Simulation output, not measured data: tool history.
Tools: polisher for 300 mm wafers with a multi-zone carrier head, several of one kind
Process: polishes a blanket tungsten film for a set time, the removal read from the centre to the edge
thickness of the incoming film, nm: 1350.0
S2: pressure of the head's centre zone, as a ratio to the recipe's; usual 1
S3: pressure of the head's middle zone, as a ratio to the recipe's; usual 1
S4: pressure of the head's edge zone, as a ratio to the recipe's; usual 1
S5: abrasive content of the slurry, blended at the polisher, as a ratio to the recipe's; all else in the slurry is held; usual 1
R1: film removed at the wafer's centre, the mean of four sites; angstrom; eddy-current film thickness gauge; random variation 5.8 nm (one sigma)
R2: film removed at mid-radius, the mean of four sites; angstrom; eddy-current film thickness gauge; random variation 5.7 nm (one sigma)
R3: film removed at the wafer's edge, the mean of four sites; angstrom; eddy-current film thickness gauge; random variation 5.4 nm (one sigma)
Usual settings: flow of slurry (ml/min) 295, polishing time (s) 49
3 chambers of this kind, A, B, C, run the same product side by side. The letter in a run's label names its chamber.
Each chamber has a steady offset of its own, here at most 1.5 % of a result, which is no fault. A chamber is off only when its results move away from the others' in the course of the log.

Run 1C, hour 6: usual settings. Result: R1 3744.5 angstrom, R2 3885.8 angstrom, R3 3913.2 angstrom.
Run 2B, hour 13.3: usual settings. Result: R1 3924.6 angstrom, R2 3856.8 angstrom, R3 3858.3 angstrom.
Run 3A, hour 20.1: usual settings. Result: R1 3890.5 angstrom, R2 3857.8 angstrom, R3 4049.6 angstrom.
Run 4B, hour 26.6: usual settings. Result: R1 3884.8 angstrom, R2 4001.5 angstrom, R3 3864.7 angstrom.
Run 5C, hour 33.3: usual settings but S2 1.07, polishing time (s) 44. Result: R1 3678.8 angstrom, R2 3467.5 angstrom, R3 3508.5 angstrom.
Run 6A, hour 38.6: usual settings but S2 1.07, polishing time (s) 44. Result: R1 3731.1 angstrom, R2 3514.2 angstrom, R3 3546.7 angstrom.
Run 7B, hour 44.9: usual settings but S2 1.07, polishing time (s) 44. Result: R1 3799.2 angstrom, R2 3593.7 angstrom, R3 3486.6 angstrom.
Run 8A, hour 48.6: usual settings. Result: R1 3883.9 angstrom, R2 3917.4 angstrom, R3 3969.8 angstrom.
Run 9C, hour 52.2: usual settings but S4 1.06, polishing time (s) 60. Result: R1 4765.3 angstrom, R2 4743.7 angstrom, R3 5117.8 angstrom.
Run 10B, hour 59.9: usual settings but S4 1.06, polishing time (s) 60. Result: R1 4876.1 angstrom, R2 4798.6 angstrom, R3 4919.8 angstrom.
Run 11C, hour 66.9: usual settings but S4 1.06, polishing time (s) 60. Result: R1 4761.2 angstrom, R2 4802.3 angstrom, R3 4894.3 angstrom.
At hour 73: chamber C: worn pad replaced by a new one.
Run 12A, hour 74.4: usual settings. Result: R1 3836 angstrom, R2 3942.9 angstrom, R3 3998.2 angstrom.
Run 13C, hour 82.1: usual settings but S3 1.08, S5 0.9. Result: R1 3836.6 angstrom, R2 4001.3 angstrom, R3 3886.5 angstrom.
At hour 87.2: chamber A: worn pad replaced by a new one.
Run 14A, hour 89.7: usual settings but S3 1.08, S5 0.9. Result: R1 3702.8 angstrom, R2 4155.1 angstrom, R3 3865 angstrom.
At hour 93.7: chamber B: worn pad replaced by a new one.
Run 15B, hour 96.7: usual settings but S3 1.08, S5 0.9. Result: R1 3827.2 angstrom, R2 4064.4 angstrom, R3 3795 angstrom.
Run 16B, hour 101.5: usual settings. Result: R1 3928.4 angstrom, R2 3894.4 angstrom, R3 3896 angstrom.
Run 17A, hour 109.4: usual settings. Result: R1 3788.4 angstrom, R2 3946.6 angstrom, R3 4002 angstrom.
Run 18C, hour 117.3: usual settings. Result: R1 3960.5 angstrom, R2 3904.6 angstrom, R3 3942.6 angstrom.
Run 19B, hour 122.5: usual settings. Result: R1 3980.8 angstrom, R2 3906.9 angstrom, R3 3954.8 angstrom.
Run 20A, hour 128.1: usual settings. Result: R1 3730.4 angstrom, R2 3872.1 angstrom, R3 4026 angstrom.
Run 21C, hour 132.7: usual settings. Result: R1 3926.1 angstrom, R2 3962.2 angstrom, R3 3974.2 angstrom.
Run 22A, hour 138.9: usual settings. Result: R1 3698.4 angstrom, R2 3924.8 angstrom, R3 3931.3 angstrom.
Run 23C, hour 146.5: usual settings. Result: R1 4041.3 angstrom, R2 3903.7 angstrom, R3 3902.7 angstrom.
At hour 147.5: chamber C: slurry nozzle cleaned.
Run 24B, hour 152.4: usual settings. Result: R1 3889.5 angstrom, R2 3789.5 angstrom, R3 3897.1 angstrom.
At hour 155.4: chamber A: slurry nozzle cleaned.
Run 25B, hour 157.3: usual settings but S3 1.07. Result: R1 3904.4 angstrom, R2 4257.8 angstrom, R3 3925.6 angstrom.
At hour 160.7: chamber C: worn pad replaced by a new one.
Run 26C, hour 163: usual settings but S3 1.07. Result: R1 3906.8 angstrom, R2 4123.2 angstrom, R3 4020.5 angstrom.
Run 27A, hour 170.1: usual settings but S3 1.07. Result: R1 3659.1 angstrom, R2 4113 angstrom, R3 3984.4 angstrom.
Run 28B, hour 175.9: usual settings. Result: R1 3961.5 angstrom, R2 4037.7 angstrom, R3 3954.7 angstrom.
Run 29A, hour 180: usual settings. Result: R1 3626 angstrom, R2 3927.5 angstrom, R3 3982.3 angstrom.
Run 30C, hour 185.5: usual settings. Result: R1 3880.2 angstrom, R2 3950.2 angstrom, R3 3899.2 angstrom.
Run 31C, hour 189.3: usual settings. Result: R1 3882.3 angstrom, R2 3899.3 angstrom, R3 3929 angstrom.
Run 32A, hour 197.2: usual settings. Result: R1 3596.7 angstrom, R2 3936.7 angstrom, R3 3970.6 angstrom.
At hour 199.2: chamber B: worn pad replaced by a new one.
Run 33B, hour 202.3: usual settings but S3 0.95. Result: R1 3904.8 angstrom, R2 3849.8 angstrom, R3 3934.1 angstrom.
Run 34C, hour 206.4: usual settings but S3 0.95. Result: R1 3950 angstrom, R2 3765.3 angstrom, R3 3980.5 angstrom.
Run 35A, hour 213.3: usual settings but S3 0.95. Result: R1 3499.6 angstrom, R2 3720.5 angstrom, R3 4081.7 angstrom.
Run 36B, hour 220.7: usual settings. Result: R1 3978.5 angstrom, R2 3946.1 angstrom, R3 3893.1 angstrom.
Run 37C, hour 225.5: usual settings. Result: R1 3913.2 angstrom, R2 3802.8 angstrom, R3 3949.6 angstrom.
Run 38B, hour 233: usual settings. Result: R1 3864.3 angstrom, R2 3957.5 angstrom, R3 3924.3 angstrom.
Run 39A, hour 239.6: usual settings. Result: R1 3538 angstrom, R2 3906.6 angstrom, R3 3986.8 angstrom.
At hour 242.5: chamber A: worn pad replaced by a new one.
At hour 243.5: chamber C: worn pad replaced by a new one.
Run 40C, hour 244.6: usual settings. Result: R1 3925.6 angstrom, R2 4013 angstrom, R3 3951.9 angstrom.
Run 41A, hour 249.7: usual settings. Result: R1 3432.9 angstrom, R2 3897.4 angstrom, R3 4005 angstrom.
Run 42B, hour 256.1: usual settings. Result: R1 3851.6 angstrom, R2 3890.7 angstrom, R3 3988.9 angstrom.

All 3 chambers run these settings next. Forecast each chamber's results:
Run 43A, hour 261.9: usual settings. Result: R1 ?, R2 ?, R3 ?.
Run 43B, hour 261.9: usual settings. Result: R1 ?, R2 ?, R3 ?.
Run 43C, hour 261.9: usual settings. Result: R1 ?, R2 ?, R3 ?.

run      R1      R2      R3
43A  3450.6  3805.8  3888.3
43B  3932.7  3953.5  3812.4
43C  3837.6  3827.7  3908.9
